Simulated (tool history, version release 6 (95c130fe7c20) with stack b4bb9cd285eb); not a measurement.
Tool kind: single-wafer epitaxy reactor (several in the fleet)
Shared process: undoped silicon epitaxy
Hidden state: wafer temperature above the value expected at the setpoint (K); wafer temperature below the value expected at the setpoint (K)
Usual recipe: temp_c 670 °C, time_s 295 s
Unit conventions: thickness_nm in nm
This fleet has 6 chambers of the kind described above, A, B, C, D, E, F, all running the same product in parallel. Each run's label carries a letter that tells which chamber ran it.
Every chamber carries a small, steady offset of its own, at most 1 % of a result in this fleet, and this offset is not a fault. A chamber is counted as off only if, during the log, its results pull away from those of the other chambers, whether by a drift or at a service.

run	hour	temp_c	time_s	hours since the last pyrometer calibration	read-back reference wafer on the same gauge, thickness_nm	thickness_nm
1D	11.7	670	295	955.3	74.514	76.273
2E	21.2	670	295	301.4	74.439	75.649
3F	30.5	670	295	1742.0	74.526	75.940
4C	40.9	670	295	664.4	74.511	76.009
5A	50.9	670	295	1099.9	74.486	75.805
6B	59.1	670	295	484.6	74.504	75.778
7F	69.6	670	295	1781.1	74.562	75.071
8D	80.1	670	295	1023.7	74.445	76.090
9B	85.7	670	295	511.2	74.505	76.337
10E	94.0	659	322	374.2	74.432	65.485
11A	103.8	659	322	1152.8	74.539	65.262
12C	110.6	659	322	734.1	74.497	65.661
13A	118.3	659	322	1167.3	74.422	65.206
14D	130.8	659	322	1074.4	74.506	66.273
15F	142.0	659	322	1853.5	74.497	65.314
16C	148.2	670	295	771.7	74.486	75.592
17B	157.4	670	295	582.9	74.525	76.296
18E	164.5	659	295	444.7	74.529	59.667
19C	176.2	659	295	799.7	74.484	59.784
20A	187.4	659	295	1236.4	74.535	59.806
21F	195.0	659	295	1906.5	74.445	59.877
22E	207.3	659	295	487.5	74.499	60.247
23D	219.7	659	295	1163.3	74.513	60.654
24B	231.3	670	295	656.8	74.563	75.600
25E	241.6	670	295	521.8	74.553	75.638
26C	249.9	670	295	873.4	74.437	75.560
# hour 251.3: chamber F: pyrometer calibrated
27A	262.6	670	295	1311.6	74.488	75.319
28D	272.9	678	250	1216.5	74.509	75.201
29B	285.2	678	250	710.7	74.482	75.725
30F	293.2	678	250	42.0	74.548	73.048
31C	298.7	678	250	922.2	74.453	75.689
32F	308.0	678	250	56.8	74.447	73.056
33B	320.0	678	250	745.5	74.484	75.364
34D	326.3	670	295	1269.9	74.547	75.570
35A	334.6	670	295	1383.6	74.549	76.055
36E	342.7	670	295	622.9	74.483	75.924
37F	352.5	670	348	101.3	74.511	85.963
38C	362.3	670	348	985.8	74.440	89.274
39B	374.6	670	348	800.1	74.494	89.219
40E	387.0	670	348	667.2	74.448	89.539
41D	393.0	670	348	1336.6	74.472	89.407
42A	400.6	670	348	1449.6	74.494	89.443
43A	409.0	670	295	1458.0	74.400	74.976
44C	414.9	670	295	1038.4	74.466	75.589

All chambers now run identical settings, listed one chamber a line with results as question marks. What results will each chamber show?
45A	424.0	670	295			?
45B	424.0	670	295			?
45C	424.0	670	295			?
45D	424.0	670	295			?
45E	424.0	670	295			?
45F	424.0	670	295			?

run	thickness_nm
45A	75.151
45B	75.601
45C	75.402
45D	75.643
45E	75.613
45F	73.123
